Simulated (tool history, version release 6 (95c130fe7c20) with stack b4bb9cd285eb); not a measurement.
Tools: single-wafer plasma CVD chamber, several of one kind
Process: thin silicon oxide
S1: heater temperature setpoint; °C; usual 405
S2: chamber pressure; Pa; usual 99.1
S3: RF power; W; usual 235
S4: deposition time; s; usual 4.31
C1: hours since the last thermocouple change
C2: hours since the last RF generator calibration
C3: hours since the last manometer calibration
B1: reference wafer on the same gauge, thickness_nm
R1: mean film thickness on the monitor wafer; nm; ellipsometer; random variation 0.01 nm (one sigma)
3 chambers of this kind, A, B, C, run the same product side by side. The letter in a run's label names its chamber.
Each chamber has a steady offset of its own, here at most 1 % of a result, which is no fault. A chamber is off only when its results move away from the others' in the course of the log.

run,hour,S1,S2,S3,S4,C1,C2,C3,B1,R1
1C,5.4,405,99.1,235,4.31,737.2,929.1,1443.3,7.8102,6.5847
2B,12.3,405,99.1,235,4.31,1510.4,345.8,1061.3,7.8078,6.6189
3A,22.2,405,99.1,235,4.31,2488.9,1233.6,882.8,7.8050,6.5769
4B,31.8,405,99.1,235,4.31,1529.9,365.3,1080.8,7.8050,6.6069
5A,37.2,405,99.1,235,4.31,2503.9,1248.6,897.8,7.8017,6.5515
6C,46.8,405,99.1,235,4.31,778.6,970.5,1484.7,7.8025,6.5767
7B,57.7,405,99.1,235,4.31,1555.8,391.2,1106.7,7.7961,6.5929
8C,66.5,405,99.1,235,4.31,798.3,990.2,1504.4,7.7977,6.6008
9A,77.3,405,99.1,235,4.31,2544.0,1288.7,937.9,7.7935,6.5392
10A,86.9,405,99.1,235,4.31,2553.6,1298.3,947.5,7.7933,6.5242
11B,92.1,405,99.1,235,4.31,1590.2,425.6,1141.1,7.7878,6.6166
12C,100.5,405,99.1,235,4.31,832.3,1024.2,1538.4,7.7880,6.5786
13B,110.4,405,99.1,235,4.31,1608.5,443.9,1159.4,7.7885,6.6060
14A,117.9,405,99.1,235,4.31,2584.6,1329.3,978.5,7.7873,6.5214
15C,128.2,405,99.1,235,4.31,860.0,1051.9,1566.1,7.7850,6.5652
16C,134.1,405,99.1,260,4.31,865.9,1057.8,1572.0,7.7815,6.8844
17B,139.2,405,99.1,260,4.31,1637.3,472.7,1188.2,7.7846,6.9313
# hour 145.3: chamber B: capacitance manometer re-zeroed and calibrated
18A,149.2,405,99.1,260,4.31,2615.9,1360.6,1009.8,7.7797,6.8359
19B,156.6,405,99.1,235,4.31,1654.7,490.1,11.4,7.7767,6.5896
20A,163.8,405,99.1,235,4.31,2630.5,1375.2,1024.4,7.7756,6.5187
21C,174.8,413,99.1,235,4.31,906.6,1098.5,1612.7,7.7741,6.5247
22B,183.6,413,99.1,235,4.31,1681.7,517.1,38.4,7.7700,6.5518
23A,190.7,413,99.1,235,4.31,2657.4,1402.1,1051.3,7.7668,6.4922
24C,198.5,405,99.1,235,4.31,930.3,1122.2,1636.4,7.7665,6.5648
25B,205.0,405,99.1,235,4.31,1703.1,538.5,59.8,7.7663,6.5734
26A,213.6,405,99.1,235,4.31,2680.3,1425.0,1074.2,7.7645,6.5084
27C,221.4,405,99.1,235,3.63,953.2,1145.1,1659.3,7.7626,5.5173
28B,229.1,405,99.1,235,3.63,1727.2,562.6,83.9,7.7620,5.5451

All 3 chambers run these settings next. Forecast each chamber's results:
29A,237.1,405,99.1,235,4.31,,,,,?
29B,237.1,405,99.1,235,4.31,,,,,?
29C,237.1,405,99.1,235,4.31,,,,,?

run,R1
29A,6.5127
29B,6.5733
29C,6.5515
